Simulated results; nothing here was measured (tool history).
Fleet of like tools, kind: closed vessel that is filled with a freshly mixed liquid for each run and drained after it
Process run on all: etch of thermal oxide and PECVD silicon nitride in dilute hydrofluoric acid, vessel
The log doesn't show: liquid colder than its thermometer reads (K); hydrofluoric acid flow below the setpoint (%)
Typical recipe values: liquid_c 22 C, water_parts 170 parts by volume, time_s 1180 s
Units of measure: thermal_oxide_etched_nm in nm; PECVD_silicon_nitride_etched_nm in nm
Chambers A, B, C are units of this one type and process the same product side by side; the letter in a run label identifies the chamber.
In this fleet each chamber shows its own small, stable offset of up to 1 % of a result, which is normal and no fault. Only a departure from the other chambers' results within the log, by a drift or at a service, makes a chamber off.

run   hour  liquid_c  water_parts  time_s  hours since the thermometer was replaced  hours since the hydrofluoric acid flow meter was replaced  read-back film thickness of the thermal oxide reference wafer, read on the same gauge (nm)  read-back film thickness of the PECVD silicon nitride reference wafer, read on the same gauge (nm)  thermal_oxide_etched_nm  PECVD_silicon_nitride_etched_nm
 1A    5.7        22          170    1180                                     842.2                                                      567.2                                                                                         130                                                                                              89.961                   28.046                           10.563
 2C   11.5        22          170    1180                                    1401.1                                                        316                                                                                      129.99                                                                                              90.026                    28.85                           10.356
 3B   20.2        22          170    1180                                     587.1                                                     1359.3                                                                                      129.99                                                                                              89.967                   27.878                           10.446
 4C   29.2        22          170    1180                                    1418.8                                                      333.7                                                                                      129.99                                                                                              90.022                   28.455                           10.295
 5A   37.6        22          140    1180                                     874.1                                                      599.1                                                                                      129.99                                                                                                  90                   35.804                           12.543
 6B   44.4        22          140    1180                                     611.3                                                     1383.5                                                                                      129.98                                                                                                  90                   35.252                           12.608
 7A   54.9        22          140    1180                                     891.4                                                      616.4                                                                                      129.99                                                                                              90.014                   36.328                           12.935
 8C   63.8        22          170    1180                                    1453.4                                                      368.3                                                                                      129.99                                                                                               89.98                   28.687                           10.263
 9B   70.9        22          170    1180                                     637.8                                                       1410                                                                                      130.01                                                                                              90.015                    28.07                           10.381
10B     77        22          170    1180                                     643.9                                                     1416.1                                                                                      130.02                                                                                              89.999                    28.76                           10.584
11C     86        22          170    1180                                    1475.6                                                      390.5                                                                                      130.01                                                                                              90.051                   28.709                           10.421
12A   94.6        22          170    1180                                     931.1                                                      656.1                                                                                         130                                                                                              90.014                   28.305                           10.416
13C  103.6        22          170    1180                                    1493.2                                                      408.1                                                                                         130                                                                                              89.999                    28.29                           10.314
       104  -- chamber A: hydrofluoric acid flow meter replaced
14A  114.5        22          170    1180                                       951                                                       10.5                                                                                      130.01                                                                                              89.971                   28.611                           10.497
15B  121.5        22          170    1180                                     688.4                                                     1460.6                                                                                      130.01                                                                                              89.988                   28.387                           10.494
16C  130.1        22          170    1180                                    1519.7                                                      434.6                                                                                      129.98                                                                                              90.011                   28.584                           10.378
17A  139.2        22          170    1180                                     975.7                                                       35.2                                                                                         130                                                                                              90.019                    28.34                            10.46
     142.2  -- chamber A: thermometer replaced
18B    150        22          170    1180                                     716.9                                                     1489.1                                                                                         130                                                                                              89.992                   28.348                           10.456
19A    156        22          170    1180                                      13.8                                                         52                                                                                      129.97                                                                                              90.008                   28.376                           10.548
20B  161.8        22          170    1180                                     728.7                                                     1500.9                                                                                      129.98                                                                                              89.995                   28.235                           10.378
21C  169.4        22          250    1180                                      1559                                                      473.9                                                                                      130.01                                                                                              89.975                   17.728                           6.9916
22B  178.8        22          250    1180                                     745.7                                                     1517.9                                                                                         130                                                                                              89.968                   17.749                           7.2059
23C  189.7        22          250    1180                                    1579.3                                                      494.2                                                                                         130                                                                                              90.009                   17.663                           7.0108
24A  199.3        22          105    1180                                      57.1                                                       95.3                                                                                      129.97                                                                                              90.021                   49.635                            17.01
25B  206.7        22          105    1180                                     773.6                                                     1545.8                                                                                      129.97                                                                                              89.972                   49.232                           16.657
26C  214.3        22          105    1180                                    1603.9                                                      518.8                                                                                      130.01                                                                                              90.017                   50.552                           16.766
27A  220.3        22          170    1590                                      78.1                                                      116.3                                                                                      130.01                                                                                              89.987                   38.345                           13.971
28A  225.8        22          170    1590                                      83.6                                                      121.8                                                                                      130.01                                                                                              90.004                    38.26                           14.133
29C  232.6        22          170    1590                                    1622.2                                                      537.1                                                                                         130                                                                                              90.001                   39.182                           13.963
30B  239.1        22          170    1180                                       806                                                     1578.2                                                                                      130.01                                                                                              90.009                   28.419                           10.471
     240.5  -- chamber C: thermometer replaced
31C    244        22          170    1180                                       3.5                                                      548.5                                                                                         130                                                                                              89.994                   28.941                           10.373
32A  250.5        22          170    1180                                     108.3                                                      146.5                                                                                      129.99                                                                                               90.03                   28.939                           10.513

For the next run the whole fleet of 3 chambers uses the same settings. Give each chamber's results:
33A  258.3        22          170    1180                                                                                                                                                                                                                                                                                                                             ?                                ?
33B  258.3        22          170    1180                                                                                                                                                                                                                                                                                                                             ?                                ?
33C  258.3        22          170    1180                                                                                                                                                                                                                                                                                                                             ?                                ?

run  thermal_oxide_etched_nm  PECVD_silicon_nitride_etched_nm
33A                   28.578                           10.669
33B                   28.046                           10.741
33C                   28.623                           10.178

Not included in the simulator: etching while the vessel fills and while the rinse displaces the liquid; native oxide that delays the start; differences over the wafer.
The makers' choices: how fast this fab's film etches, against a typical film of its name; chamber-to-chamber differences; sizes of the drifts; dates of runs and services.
